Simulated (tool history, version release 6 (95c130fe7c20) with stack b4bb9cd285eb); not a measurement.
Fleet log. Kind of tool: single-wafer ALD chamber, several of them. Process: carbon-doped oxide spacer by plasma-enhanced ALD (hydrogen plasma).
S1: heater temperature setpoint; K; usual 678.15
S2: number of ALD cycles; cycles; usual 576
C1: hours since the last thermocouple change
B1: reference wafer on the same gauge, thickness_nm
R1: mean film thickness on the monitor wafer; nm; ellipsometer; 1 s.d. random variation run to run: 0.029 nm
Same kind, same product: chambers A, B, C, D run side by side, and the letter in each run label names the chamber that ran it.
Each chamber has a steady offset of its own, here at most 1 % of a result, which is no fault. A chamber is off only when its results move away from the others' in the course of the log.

run	hour	S1	S2	C1	B1	R1
1A	9.6	678.15	576	840.2	34.002	28.564
2B	17.4	678.15	576	1658.2	34.002	28.3
3D	26.6	678.15	576	754.1	34.006	28.299
4C	31	678.15	576	577.5	34.015	28.385
5D	36.8	678.15	669	764.3	34.01	32.834
6B	43.9	678.15	669	1684.7	34.022	32.891
7C	50.9	678.15	669	597.4	34.025	32.978
8A	58.1	678.15	669	888.7	34.024	33.26
9D	64.3	678.15	576	791.8	34.026	28.378
10B	69.5	678.15	576	1710.3	34.033	28.353
11C	75	678.15	576	621.5	34.037	28.429
12A	79.4	678.15	576	910	34.038	28.604
13D	84.3	678.15	576	811.8	34.038	28.388
14B	89.4	678.15	576	1730.2	34.033	28.263
15A	98.7	678.15	576	929.3	34.045	28.582
16C	103.1	678.15	576	649.6	34.049	28.424
17A	108.5	678.15	576	939.1	34.056	28.606
18D	113.2	678.15	576	840.7	34.049	28.45
19B	120.5	678.15	576	1761.3	34.055	28.306
20C	128.9	678.15	576	675.4	34.052	28.39
21A	136	678.15	576	966.6	34.056	28.594
22C	144.8	678.15	576	691.3	34.057	28.474
23B	149.1	678.15	673	1789.9	34.074	33.117
24D	157.6	678.15	673	885.1	34.082	33.227
25C	167.1	678.15	673	713.6	34.074	33.262
26A	175.4	678.15	673	1006	34.079	33.469
27B	183.4	678.15	576	1824.2	34.09	28.283
28D	191.9	678.15	576	919.4	34.088	28.409
29A	197.2	678.15	576	1027.8	34.091	28.659
30C	205.4	678.15	576	751.9	34.105	28.518
31D	212.9	678.15	576	940.4	34.104	28.415
32B	220.9	678.15	576	1861.7	34.099	28.392
33A	228.3	667.15	576	1058.9	34.108	29.099
34C	233.4	667.15	576	779.9	34.096	28.938
35B	241.2	667.15	576	1882	34.107	28.793
36D	246.9	667.15	576	974.4	34.118	28.9
37C	251.1	678.15	576	797.6	34.115	28.49
38B	258.8	678.15	576	1899.6	34.131	28.343
39D	263.3	678.15	576	990.8	34.121	28.476
40A	271.3	678.15	576	1101.9	34.126	28.659
41C	277.5	678.15	576	824	34.118	28.539
42A	286.7	678.15	576	1117.3	34.134	28.738
43D	291.8	678.15	576	1019.3	34.131	28.439
44B	297.6	684.15	576	1938.4	34.136	27.857

Read the log: is a single chamber off, either drifting away or since a service, is the gauge that measures every chamber drifting, or is nothing wrong beyond small per-chamber offsets? Name any odd chamber and what most likely caused it.

It is the gauge, not a chamber: its drift shows up in every chamber's results at once, and no chamber is off.
Likeliest cause: gauge reads high (%) = 0.416.
